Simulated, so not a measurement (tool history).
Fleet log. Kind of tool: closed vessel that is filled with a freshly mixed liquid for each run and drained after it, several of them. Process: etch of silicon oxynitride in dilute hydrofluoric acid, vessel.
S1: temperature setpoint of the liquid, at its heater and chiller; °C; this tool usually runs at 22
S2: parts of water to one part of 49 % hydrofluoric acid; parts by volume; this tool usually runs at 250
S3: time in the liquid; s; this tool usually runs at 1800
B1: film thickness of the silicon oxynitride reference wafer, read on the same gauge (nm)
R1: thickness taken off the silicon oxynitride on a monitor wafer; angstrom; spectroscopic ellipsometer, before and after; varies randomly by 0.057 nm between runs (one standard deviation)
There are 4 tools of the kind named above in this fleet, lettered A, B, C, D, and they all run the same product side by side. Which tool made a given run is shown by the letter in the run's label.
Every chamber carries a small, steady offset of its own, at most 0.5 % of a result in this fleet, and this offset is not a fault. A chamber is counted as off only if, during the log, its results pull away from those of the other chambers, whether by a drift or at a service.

run,hour,S1,S2,S3,B1,R1
1B,4.9,22,250,1800,120.00,85.666
2A,9.8,22,250,1800,120.03,83.998
3C,19.2,22,250,1800,120.07,83.457
4D,28.3,22,250,1800,120.00,83.751
5A,33.9,22,250,1800,120.03,84.555
6B,40.6,22,250,1800,119.99,84.479
7C,47.8,22,250,1800,119.98,84.458
8D,55.1,22,250,1800,119.99,84.625
9D,63.0,22,250,1800,120.02,83.557
10C,72.3,22,250,1800,120.01,83.732
11B,79.4,22,250,1800,119.99,85.470
12A,88.5,22,250,1800,120.01,83.409
13A,98.4,22,250,1800,120.00,84.288
14D,106.3,22,250,1330,119.97,62.078
15B,110.7,22,250,1330,120.00,61.847
16C,116.7,22,250,1330,119.99,61.553
17B,122.3,22,250,1330,120.02,62.730
18D,132.2,22,250,1800,120.02,83.858
19C,139.0,22,250,1800,120.04,82.331
20A,148.9,22,205,895,119.99,53.087
21C,153.9,22,205,895,120.02,51.803
22A,162.5,22,205,895,120.00,52.252
23B,169.0,22,205,895,119.95,52.667
24D,177.7,22,250,1800,119.99,84.679
# hour 180.0: chamber A: thermometer replaced
25D,183.5,22,250,1800,119.99,84.225
26A,189.8,22,250,1800,119.95,84.063
27C,199.0,22,250,1800,120.01,81.229
28B,206.6,22,250,1800,119.98,84.502
29C,212.2,22,250,1800,119.99,81.178
30B,220.1,22,250,1800,120.04,83.833
31D,228.2,22,250,1800,120.01,85.059
32A,232.8,22,250,1800,119.99,84.880
# hour 235.4: chamber B: hydrofluoric acid flow meter replaced
33C,240.3,20,250,1800,120.01,74.176
34D,249.7,20,250,1800,119.99,77.549
35A,255.5,20,250,1800,119.98,76.628
36B,263.5,20,250,1800,120.04,77.289
37C,269.2,22,250,1800,119.93,79.232
38B,278.2,22,250,1800,120.06,85.436
39A,287.7,22,250,1800,119.98,83.827
40D,295.5,22,250,1800,119.97,83.632
41D,302.0,22,250,1800,120.02,83.639

All chambers now run identical settings, listed one chamber a line with results as question marks. What results will each chamber show?
42A,309.2,22,250,825,,?
42B,309.2,22,250,825,,?
42C,309.2,22,250,825,,?
42D,309.2,22,250,825,,?

run,R1
42A,38.438
42B,39.105
42C,35.728
42D,38.330

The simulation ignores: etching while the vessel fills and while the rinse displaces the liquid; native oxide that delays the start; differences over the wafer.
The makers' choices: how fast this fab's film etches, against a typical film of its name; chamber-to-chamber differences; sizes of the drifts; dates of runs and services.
